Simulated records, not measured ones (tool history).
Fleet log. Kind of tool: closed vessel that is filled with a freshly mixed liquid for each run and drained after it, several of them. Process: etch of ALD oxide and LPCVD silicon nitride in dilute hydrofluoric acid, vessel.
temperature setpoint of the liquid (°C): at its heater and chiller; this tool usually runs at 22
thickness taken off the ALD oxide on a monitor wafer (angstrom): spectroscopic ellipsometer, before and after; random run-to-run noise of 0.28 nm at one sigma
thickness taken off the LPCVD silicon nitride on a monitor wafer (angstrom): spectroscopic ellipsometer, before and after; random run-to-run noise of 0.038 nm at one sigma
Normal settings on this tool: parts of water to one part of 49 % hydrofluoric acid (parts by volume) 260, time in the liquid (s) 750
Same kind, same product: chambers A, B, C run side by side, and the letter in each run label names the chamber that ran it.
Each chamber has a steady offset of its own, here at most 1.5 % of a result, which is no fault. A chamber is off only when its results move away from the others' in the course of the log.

run	hour	temperature setpoint of the liquid (°C)	parts of water to one part of 49 % hydrofluoric acid (parts by volume)	time in the liquid (s)	hours since the thermometer was replaced	hours since the hydrofluoric acid flow meter was replaced	read-back film thickness of the ALD oxide reference wafer, read on the same gauge (nm)	read-back film thickness of the LPCVD silicon nitride reference wafer, read on the same gauge (nm)	thickness taken off the ALD oxide on a monitor wafer (angstrom)	thickness taken off the LPCVD silicon nitride on a monitor wafer (angstrom)
1C	10.2	22	260	750	756.3	725.9	30.020	99.967	294.78	11.105
2A	20.7	22	260	750	550.4	238.4	30.012	100.010	300.17	10.583
3B	28.3	22	260	750	550.5	929.7	30.008	99.989	296.64	11.339
4A	33.7	22	260	750	563.4	251.4	30.001	99.977	294.01	11.164
5C	40.5	22	260	750	786.6	756.2	29.959	100.020	298.55	10.696
6B	47.5	22	260	750	569.7	948.9	29.955	99.984	298.01	11.426
7B	57.5	22	260	750	579.7	958.9	30.017	99.983	295.70	11.493
8C	66.1	22	260	750	812.2	781.8	29.999	100.060	296.95	11.026
9A	70.8	25	260	750	600.5	288.5	29.920	100.000	329.02	13.357
10C	77.0	25	260	750	823.1	792.7	30.019	99.983	327.97	12.309
11B	84.6	25	260	750	606.8	986.0	29.963	100.010	333.81	14.463
12A	90.1	22	260	750	619.8	307.8	29.998	99.990	295.77	11.301
13A	97.9	22	260	750	627.6	315.6	30.034	99.984	296.58	11.445
14C	106.2	22	260	750	852.3	821.9	30.046	100.000	289.33	10.644
15B	113.1	22	260	750	635.3	1014.5	30.006	99.977	298.54	10.506
16A	119.4	22	260	750	649.1	337.1	29.991	100.000	292.44	10.454
17B	129.3	22	385	1080	651.5	1030.7	29.984	99.987	258.01	11.138
18C	135.9	22	385	1080	882.0	851.6	29.980	99.970	246.74	10.512
19B	141.7	22	385	1080	663.9	1043.1	30.029	99.983	262.67	10.251
20A	151.3	22	260	750	681.0	369.0	30.046	100.020	290.18	11.175
21C	155.9	22	260	750	902.0	871.6	29.990	100.030	284.65	10.434
22C	163.5	22	260	750	909.6	879.2	30.010	99.969	282.85	10.676
23B	168.3	22	260	750	690.5	1069.7	30.021	100.020	296.94	11.018
24A	173.6	22	260	750	703.3	391.3	30.020	99.997	293.19	10.909
25B	179.0	22	260	750	701.2	1080.4	30.005	99.971	294.54	11.003

Is one chamber out of step, is the gauge drifting, or do the chambers differ by no more than their own small offsets? For an off chamber, give its letter and the likeliest cause.

Chamber C drifts away from the others.
Likeliest cause: hydrofluoric acid flow below the setpoint (%) = 4.21.

Chamber C could run next with any of the 4 candidate recipes listed below; each alters the usual settings, and their results appear as question marks. Which one brings its results back in line with what the other chambers deliver on the usual settings?
In-line tolerance around the mean of the other chambers on the usual settings: thickness taken off the ALD oxide on a monitor wafer (angstrom) 9.70; thickness taken off the LPCVD silicon nitride on a monitor wafer (angstrom) 1.3000
26C-1	186.7	22.0	250	760					?	?
26C-2	186.7	22.0	270	740					?	?
26C-3	186.7	22.5	280	730					?	?
26C-4	186.7	21.5	240	770					?	?

Usual-settings mean across the other chambers: thickness taken off the ALD oxide on a monitor wafer (angstrom) 294.29; thickness taken off the LPCVD silicon nitride on a monitor wafer (angstrom) 10.9120
run	thickness taken off the ALD oxide on a monitor wafer (angstrom)	thickness taken off the LPCVD silicon nitride on a monitor wafer (angstrom)
26C-1	295.16	10.9430
26C-2	260.47	9.8708
26C-3	249.68	9.6950
26C-4	309.09	11.1790
26C-1 brings the chamber back in line.

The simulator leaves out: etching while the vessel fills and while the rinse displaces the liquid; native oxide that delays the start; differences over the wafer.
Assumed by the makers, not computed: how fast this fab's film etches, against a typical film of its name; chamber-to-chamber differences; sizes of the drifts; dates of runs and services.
